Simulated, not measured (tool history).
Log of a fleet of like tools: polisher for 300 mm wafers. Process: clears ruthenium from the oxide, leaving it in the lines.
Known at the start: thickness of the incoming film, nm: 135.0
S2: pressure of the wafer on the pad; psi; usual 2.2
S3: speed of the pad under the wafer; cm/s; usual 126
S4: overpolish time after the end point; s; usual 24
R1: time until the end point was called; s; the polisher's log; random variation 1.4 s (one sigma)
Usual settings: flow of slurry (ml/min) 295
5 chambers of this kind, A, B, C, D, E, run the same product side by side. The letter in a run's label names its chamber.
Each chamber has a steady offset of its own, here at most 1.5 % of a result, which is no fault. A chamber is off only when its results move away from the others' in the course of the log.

-- day=0.167 chamber B: slurry nozzle cleaned
run 1E day=0.412 | flow_of_slurry_(ml/min)=295 S2=2.2 S3=126 S4=24 | R1=106.460
-- day=0.521 chamber D: worn pad replaced by a new one
-- day=0.571 chamber C: worn pad replaced by a new one
run 2A day=0.625 | flow_of_slurry_(ml/min)=295 S2=2.2 S3=126 S4=24 | R1=103.650
run 3B day=0.896 | flow_of_slurry_(ml/min)=295 S2=2.2 S3=126 S4=24 | R1=107.810
run 4D day=1.100 | flow_of_slurry_(ml/min)=295 S2=2.2 S3=126 S4=24 | R1=101.020
run 5C day=1.454 | flow_of_slurry_(ml/min)=295 S2=2.2 S3=126 S4=24 | R1=105.200
run 6E day=1.812 | flow_of_slurry_(ml/min)=295 S2=2.2 S3=126 S4=24 | R1=103.920
-- day=2.012 chamber B: worn pad replaced by a new one
run 7B day=2.192 | flow_of_slurry_(ml/min)=295 S2=2.2 S3=126 S4=24 | R1=104.260
run 8D day=2.517 | flow_of_slurry_(ml/min)=295 S2=2.2 S3=126 S4=24 | R1=103.560
run 9C day=2.754 | flow_of_slurry_(ml/min)=295 S2=2.2 S3=126 S4=24 | R1=105.140
-- day=3.058 chamber A: worn pad replaced by a new one
run 10A day=3.146 | flow_of_slurry_(ml/min)=295 S2=2.2 S3=126 S4=24 | R1=102.490
run 11E day=3.475 | flow_of_slurry_(ml/min)=295 S2=2.2 S3=126 S4=24 | R1=105.080
run 12D day=3.850 | flow_of_slurry_(ml/min)=295 S2=2.2 S3=126 S4=24 | R1=104.610
run 13A day=4.154 | flow_of_slurry_(ml/min)=295 S2=2.2 S3=126 S4=24 | R1=104.780
run 14B day=4.462 | flow_of_slurry_(ml/min)=220 S2=1.9 S3=126 S4=24 | R1=125.290
-- day=4.671 chamber E: worn pad replaced by a new one
run 15C day=4.742 | flow_of_slurry_(ml/min)=220 S2=1.9 S3=126 S4=24 | R1=123.940
run 16E day=5.154 | flow_of_slurry_(ml/min)=220 S2=1.9 S3=126 S4=24 | R1=124.630
run 17C day=5.525 | flow_of_slurry_(ml/min)=220 S2=1.9 S3=126 S4=24 | R1=125.120
-- day=5.662 chamber D: slurry nozzle cleaned
-- day=5.771 chamber C: worn pad replaced by a new one
run 18D day=5.929 | flow_of_slurry_(ml/min)=220 S2=1.9 S3=126 S4=24 | R1=124.560
run 19B day=6.221 | flow_of_slurry_(ml/min)=295 S2=2.2 S3=126 S4=24 | R1=104.410
run 20A day=6.629 | flow_of_slurry_(ml/min)=295 S2=2.2 S3=126 S4=24 | R1=98.348
run 21D day=6.829 | flow_of_slurry_(ml/min)=295 S2=2.2 S3=126 S4=24 | R1=103.360
run 22E day=7.217 | flow_of_slurry_(ml/min)=295 S2=2.2 S3=126 S4=24 | R1=104.220
run 23C day=7.425 | flow_of_slurry_(ml/min)=295 S2=2.2 S3=126 S4=24 | R1=104.460
run 24B day=7.808 | flow_of_slurry_(ml/min)=295 S2=2.2 S3=126 S4=24 | R1=103.140
run 25A day=8.138 | flow_of_slurry_(ml/min)=215 S2=2.2 S3=126 S4=20 | R1=103.090
run 26A day=8.412 | flow_of_slurry_(ml/min)=215 S2=2.2 S3=126 S4=20 | R1=102.720
run 27E day=8.658 | flow_of_slurry_(ml/min)=215 S2=2.2 S3=126 S4=20 | R1=106.610
run 28C day=8.950 | flow_of_slurry_(ml/min)=215 S2=2.2 S3=126 S4=20 | R1=109.990
-- day=9.004 chamber D: worn pad replaced by a new one
-- day=9.179 chamber B: worn pad replaced by a new one
run 29B day=9.258 | flow_of_slurry_(ml/min)=215 S2=2.2 S3=126 S4=20 | R1=108.610
run 30D day=9.554 | flow_of_slurry_(ml/min)=295 S2=2.2 S3=126 S4=24 | R1=103.240
run 31C day=9.842 | flow_of_slurry_(ml/min)=295 S2=2.2 S3=126 S4=24 | R1=102.410
-- day=10.058 chamber A: worn pad replaced by a new one
run 32D day=10.079 | flow_of_slurry_(ml/min)=295 S2=2.2 S3=126 S4=24 | R1=106.550
run 33A day=10.450 | flow_of_slurry_(ml/min)=365 S2=2.2 S3=126 S4=18 | R1=95.409

What goes on in this fleet: one chamber off, a drifting gauge, or nothing beyond the chambers' own small offsets? Name the chamber and the cause, if any.

Chamber A drifts away from the others.
Cause: head's pressure above its setpoint, % = 7.42.

Here are 4 candidates for chamber A's next run, each the usual settings with a change, their results left as question marks. Which one brings its results back in line with what the others give on the usual settings?
In line means no further than this from the other chambers' mean on the usual settings: R1 4.800 s
run 34A-1 day=10.758 | flow_of_slurry_(ml/min)=295 S2=2.2 S3=116 S4=24 | R1=?
run 34A-2 day=10.758 | flow_of_slurry_(ml/min)=295 S2=2.4 S3=136 S4=24 | R1=?
run 34A-3 day=10.758 | flow_of_slurry_(ml/min)=295 S2=2.3 S3=130 S4=24 | R1=?
run 34A-4 day=10.758 | flow_of_slurry_(ml/min)=295 S2=2.0 S3=118 S4=24 | R1=?

The other chambers' mean on the usual settings: R1 103.910 s
run=34A-1 R1=104.590
run=34A-2 R1=81.713
run=34A-3 R1=89.243
run=34A-4 R1=113.270
34A-1 brings the chamber back in line.
